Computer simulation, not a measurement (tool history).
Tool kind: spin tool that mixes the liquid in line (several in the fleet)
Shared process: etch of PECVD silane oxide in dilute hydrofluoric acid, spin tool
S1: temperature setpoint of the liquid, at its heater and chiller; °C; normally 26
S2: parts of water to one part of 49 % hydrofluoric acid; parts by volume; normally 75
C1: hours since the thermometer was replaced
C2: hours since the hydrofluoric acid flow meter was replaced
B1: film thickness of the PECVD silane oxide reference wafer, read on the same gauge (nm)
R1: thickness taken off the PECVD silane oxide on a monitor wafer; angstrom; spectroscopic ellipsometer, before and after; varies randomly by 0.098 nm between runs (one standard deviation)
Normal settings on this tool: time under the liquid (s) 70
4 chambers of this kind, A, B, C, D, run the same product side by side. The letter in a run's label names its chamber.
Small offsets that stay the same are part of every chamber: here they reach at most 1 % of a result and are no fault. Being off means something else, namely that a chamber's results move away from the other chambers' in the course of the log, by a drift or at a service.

Run 1C, hour 8: usual settings; C1 1582.4; C2 1449.5; B1 59.994. Result: R1 154.42 angstrom.
Run 2A, hour 17.9: usual settings; C1 731.3; C2 1284.9; B1 59.997. Result: R1 158.84 angstrom.
Run 3B, hour 22.8: usual settings; C1 666.7; C2 1466.7; B1 60.013. Result: R1 158.93 angstrom.
Run 4D, hour 30.4: usual settings; C1 1285.3; C2 2067.8; B1 60.012. Result: R1 157.52 angstrom.
At hour 37.6: chamber C: hydrofluoric acid flow meter replaced.
Run 5A, hour 38.9: usual settings; C1 752.3; C2 1305.9; B1 59.983. Result: R1 156.26 angstrom.
Run 6C, hour 49.1: usual settings; C1 1623.5; C2 11.5; B1 59.974. Result: R1 156.73 angstrom.
Run 7D, hour 58.2: usual settings; C1 1313.1; C2 2095.6; B1 59.971. Result: R1 155.94 angstrom.
Run 8B, hour 67.3: usual settings; C1 711.2; C2 1511.2; B1 60.024. Result: R1 156.79 angstrom.
At hour 72.6: chamber D: hydrofluoric acid flow meter replaced.
Run 9D, hour 75.4: usual settings; C1 1330.3; C2 2.8; B1 60.035. Result: R1 155.52 angstrom.
Run 10A, hour 80.4: usual settings; C1 793.8; C2 1347.4; B1 59.972. Result: R1 153.83 angstrom.
Run 11C, hour 85.5: usual settings; C1 1659.9; C2 47.9; B1 60.027. Result: R1 157 angstrom.
Run 12B, hour 91.2: usual settings; C1 735.1; C2 1535.1; B1 59.987. Result: R1 157.57 angstrom.
Run 13D, hour 98.4: usual settings but S2 60 parts by volume; C1 1353.3; C2 25.8; B1 60.035. Result: R1 200.27 angstrom.
Run 14B, hour 105.4: usual settings but S2 60 parts by volume; C1 749.3; C2 1549.3; B1 60.012. Result: R1 201.25 angstrom.
Run 15C, hour 114.9: usual settings but S2 60 parts by volume; C1 1689.3; C2 77.3; B1 59.98. Result: R1 196.78 angstrom.
Run 16A, hour 121.7: usual settings but S2 60 parts by volume; C1 835.1; C2 1388.7; B1 59.996. Result: R1 194.24 angstrom.
Run 17A, hour 129.2: usual settings; C1 842.6; C2 1396.2; B1 60.013. Result: R1 151.89 angstrom.
Run 18B, hour 139.5: usual settings; C1 783.4; C2 1583.4; B1 60.008. Result: R1 157.32 angstrom.
Run 19C, hour 148.7: usual settings; C1 1723.1; C2 111.1; B1 60.005. Result: R1 155.69 angstrom.
Run 20D, hour 153.8: usual settings; C1 1408.7; C2 81.2; B1 59.992. Result: R1 156.83 angstrom.
Run 21C, hour 160.2: usual settings; C1 1734.6; C2 122.6; B1 60.003. Result: R1 156.26 angstrom.
Run 22D, hour 168.8: usual settings; C1 1423.7; C2 96.2; B1 59.994. Result: R1 155.97 angstrom.
At hour 172.1: chamber B: thermometer replaced.
Run 23A, hour 176: usual settings; C1 889.4; C2 1443; B1 59.954. Result: R1 149.5 angstrom.
Run 24B, hour 184.5: usual settings; C1 12.5; C2 1628.4; B1 59.985. Result: R1 157.77 angstrom.
Run 25C, hour 194.7: usual settings; C1 1769.1; C2 157.1; B1 60.043. Result: R1 157.36 angstrom.
Run 26D, hour 204.3: usual settings; C1 1459.2; C2 131.7; B1 59.998. Result: R1 156.13 angstrom.
Run 27A, hour 212.6: usual settings but S1 29 °C; C1 926; C2 1479.6; B1 59.985. Result: R1 167.4 angstrom.
Run 28B, hour 221.7: usual settings but S1 29 °C; C1 49.7; C2 1665.6; B1 60.036. Result: R1 177.86 angstrom.
Run 29A, hour 230.1: usual settings but S1 29 °C; C1 943.5; C2 1497.1; B1 60.022. Result: R1 167.01 angstrom.
Run 30D, hour 240.5: usual settings but S1 29 °C; C1 1495.4; C2 167.9; B1 60.032. Result: R1 174.84 angstrom.
Run 31B, hour 248.3: usual settings; C1 76.3; C2 1692.2; B1 60.003. Result: R1 158.89 angstrom.
Run 32C, hour 255.6: usual settings; C1 1830; C2 218; B1 60.048. Result: R1 157.54 angstrom.

Next, all 4 chambers run the settings below, one line each with question marks for the results. What does each chamber give?
Run 33A, hour 263.1: usual settings but S2 110 parts by volume. Result: R1 ?.
Run 33B, hour 263.1: usual settings but S2 110 parts by volume. Result: R1 ?.
Run 33C, hour 263.1: usual settings but S2 110 parts by volume. Result: R1 ?.
Run 33D, hour 263.1: usual settings but S2 110 parts by volume. Result: R1 ?.

run      R1
33A  95.007
33B  102.17
33C  101.76
33D  102.71
